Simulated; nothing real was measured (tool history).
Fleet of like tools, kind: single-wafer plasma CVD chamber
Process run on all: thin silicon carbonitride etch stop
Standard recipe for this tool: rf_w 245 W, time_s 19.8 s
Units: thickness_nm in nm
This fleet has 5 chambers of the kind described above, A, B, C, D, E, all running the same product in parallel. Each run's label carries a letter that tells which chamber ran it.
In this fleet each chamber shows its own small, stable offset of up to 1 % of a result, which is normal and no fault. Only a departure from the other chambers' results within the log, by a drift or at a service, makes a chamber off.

run    day  rf_w  time_s  read-back reference wafer on the same gauge, thickness_nm  thickness_nm
 1B  0.146   245    19.8                                                     12.897        12.067
 2E  0.467   245    19.8                                                     12.897        12.103
 3C  0.621   245    19.8                                                     12.898        12.042
 4A  0.958   245    19.8                                                     12.894        11.971
 5D  1.279   245    19.8                                                     12.890        12.083
 6D  1.508   245    19.8                                                     12.889        12.104
 7B  1.750   245    23.5                                                     12.886        14.345
 8A  1.950   245    23.5                                                     12.890        14.203
 9C  2.212   245    23.5                                                     12.881        14.273
10E  2.421   245    23.5                                                     12.885        14.318
11E  2.746   245    23.5                                                     12.880        14.336
12C  3.004   245    19.8                                                     12.880        12.027
13A  3.200   245    19.8                                                     12.874        11.979
14B  3.504   245    19.8                                                     12.872        12.029
15D  3.829   245    19.8                                                     12.875        12.092
16C  4.017   245    19.8                                                     12.871        12.044
17A  4.217   245    19.8                                                     12.863        11.966
18B  4.467   245    19.8                                                     12.869        12.036
19D  4.771   245    19.8                                                     12.863        12.048
20E  5.021   290    18.0                                                     12.863        11.542
21E  5.317   290    18.0                                                     12.867        11.543
22C  5.538   290    18.0                                                     12.860        11.459
23B  5.758   290    18.0                                                     12.855        11.514
24A  5.946   290    18.0                                                     12.857        11.416
25D  6.212   245    19.8                                                     12.854        12.058
26B  6.417   245    19.8                                                     12.859        12.023
27C  6.592   245    19.8                                                     12.849        12.018
28A  6.750   245    19.8                                                     12.846        11.931
29D  7.025   245    19.8                                                     12.850        12.048
30E  7.246   245    19.8                                                     12.846        12.050
31B  7.550   245    19.8                                                     12.848        12.032
32C  7.792   245    19.8                                                     12.845        12.007
33D  8.004   245    19.8                                                     12.839        12.059
34A  8.329   265    16.3                                                     12.838        10.056
35E  8.608   265    16.3                                                     12.833        10.167
36C  8.938   265    16.3                                                     12.838        10.100
37B  9.221   265    16.3                                                     12.834        10.122

Has any chamber moved away from the others, gradually or after a service, or does the common gauge drift, or do the chambers differ only by their own small steady offsets? State the chamber and the most likely cause if one applies.

Every chamber seems to shift together because the gauge that measures them all drifts; the chambers themselves are fine.
Cause: gauge reads low (%) = 0.532.
